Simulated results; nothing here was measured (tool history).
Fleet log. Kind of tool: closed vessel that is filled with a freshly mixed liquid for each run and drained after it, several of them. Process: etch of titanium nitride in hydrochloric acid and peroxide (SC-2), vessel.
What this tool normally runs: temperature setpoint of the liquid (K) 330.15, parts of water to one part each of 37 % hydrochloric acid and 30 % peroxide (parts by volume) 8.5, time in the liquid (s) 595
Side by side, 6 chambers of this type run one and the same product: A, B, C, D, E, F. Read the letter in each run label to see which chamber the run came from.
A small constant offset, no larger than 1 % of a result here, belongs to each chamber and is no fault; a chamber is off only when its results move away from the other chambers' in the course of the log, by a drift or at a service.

run	hour	temperature setpoint of the liquid (K)	parts of water to one part each of 37 % hydrochloric acid and 30 % peroxide (parts by volume)	time in the liquid (s)	read-back film thickness of the titanium nitride reference wafer, read on the same gauge (nm)	thickness taken off the titanium nitride on a monitor wafer (angstrom)
1C	4.9	330.15	8.5	595	89.994	245.95
2D	11.0	330.15	8.5	595	90.018	245.81
3A	15.9	330.15	8.5	595	89.992	248.95
# hour 19.0: chamber D: thermometer replaced
4F	22.9	330.15	8.5	595	89.970	246.10
5B	26.5	330.15	8.5	595	90.011	247.15
6E	33.0	330.15	8.5	595	89.996	248.12
7B	40.4	330.15	8.5	595	89.960	246.42
8D	48.0	330.15	8.5	595	89.999	249.39
# hour 48.6: chamber B: new drum of peroxide connected
9C	54.5	330.15	8.5	595	89.992	244.58
10F	60.1	330.15	8.5	595	89.979	246.83
11E	65.6	330.15	8.5	595	89.990	248.40
12A	72.2	330.15	8.5	595	90.032	247.40
13C	79.3	330.15	8.5	595	90.007	247.28
14A	85.1	330.15	8.5	595	90.010	248.74
15D	91.3	330.15	8.5	595	90.025	247.59
16E	95.4	330.15	8.5	595	89.987	249.28
17B	99.3	330.15	8.5	595	89.975	246.71
18F	103.1	330.15	8.5	595	90.005	245.00
19B	108.6	330.15	8.5	460	90.000	191.12
20D	115.4	330.15	8.5	460	89.989	191.53
21E	122.8	330.15	8.5	460	89.989	191.91
22C	128.3	330.15	8.5	460	89.989	191.60
23F	133.0	330.15	8.5	460	89.996	189.01
24A	138.7	330.15	8.5	460	89.993	191.92
25A	145.8	330.15	8.5	595	89.984	248.36
26C	150.6	330.15	6.5	780	90.006	401.49
27B	155.5	330.15	6.5	780	90.008	400.19
28E	160.9	330.15	6.5	780	90.000	401.41
29D	166.9	330.15	6.5	780	89.986	402.11
# hour 172.1: chamber C: new drum of peroxide connected
30F	173.7	330.15	6.5	780	89.997	387.95
31F	181.5	330.15	6.5	780	90.014	388.48
32C	188.9	330.15	8.5	595	89.979	247.05
33D	193.6	330.15	8.5	595	90.013	249.01
34E	197.0	330.15	8.5	595	90.006	249.65
35A	204.8	330.15	8.5	595	89.997	249.20
36B	210.7	330.15	8.5	595	89.991	247.09
37E	214.8	330.15	8.5	595	89.988	248.07
38C	221.4	330.15	8.5	595	89.972	247.11
39D	224.9	330.15	8.5	595	90.017	248.66
40B	230.0	330.15	8.5	595	90.005	245.14

Has any chamber moved away from the others, gradually or after a service, or does the common gauge drift, or do the chambers differ only by their own small steady offsets? State the chamber and the most likely cause if one applies.

Chamber F drifts away from the others.
What lies behind it: liquid colder than its thermometer reads (K) = 0.707.
The log may not separate it from: chemicals flow below the setpoint (%); peroxide weaker than its label (%).

Here are 4 candidates for chamber F's next run, each the usual settings with a change, their results left as question marks. Which one brings its results back in line with what the others give on the usual settings?
A result is in line if it is within this distance of the other chambers' mean on the usual settings: thickness taken off the titanium nitride on a monitor wafer (angstrom) 3.00
41F-1	235.6	330.15	8.5	605		?
41F-2	235.6	329.65	8.5	585		?
41F-3	235.6	330.65	8.5	605		?
41F-4	235.6	330.15	8.5	585		?

The other chambers' mean on the usual settings: thickness taken off the titanium nitride on a monitor wafer (angstrom) 247.80
run	thickness taken off the titanium nitride on a monitor wafer (angstrom)
41F-1	240.68
41F-2	225.36
41F-3	248.67
41F-4	232.72
It is 41F-3 that realigns the chamber with its peers.
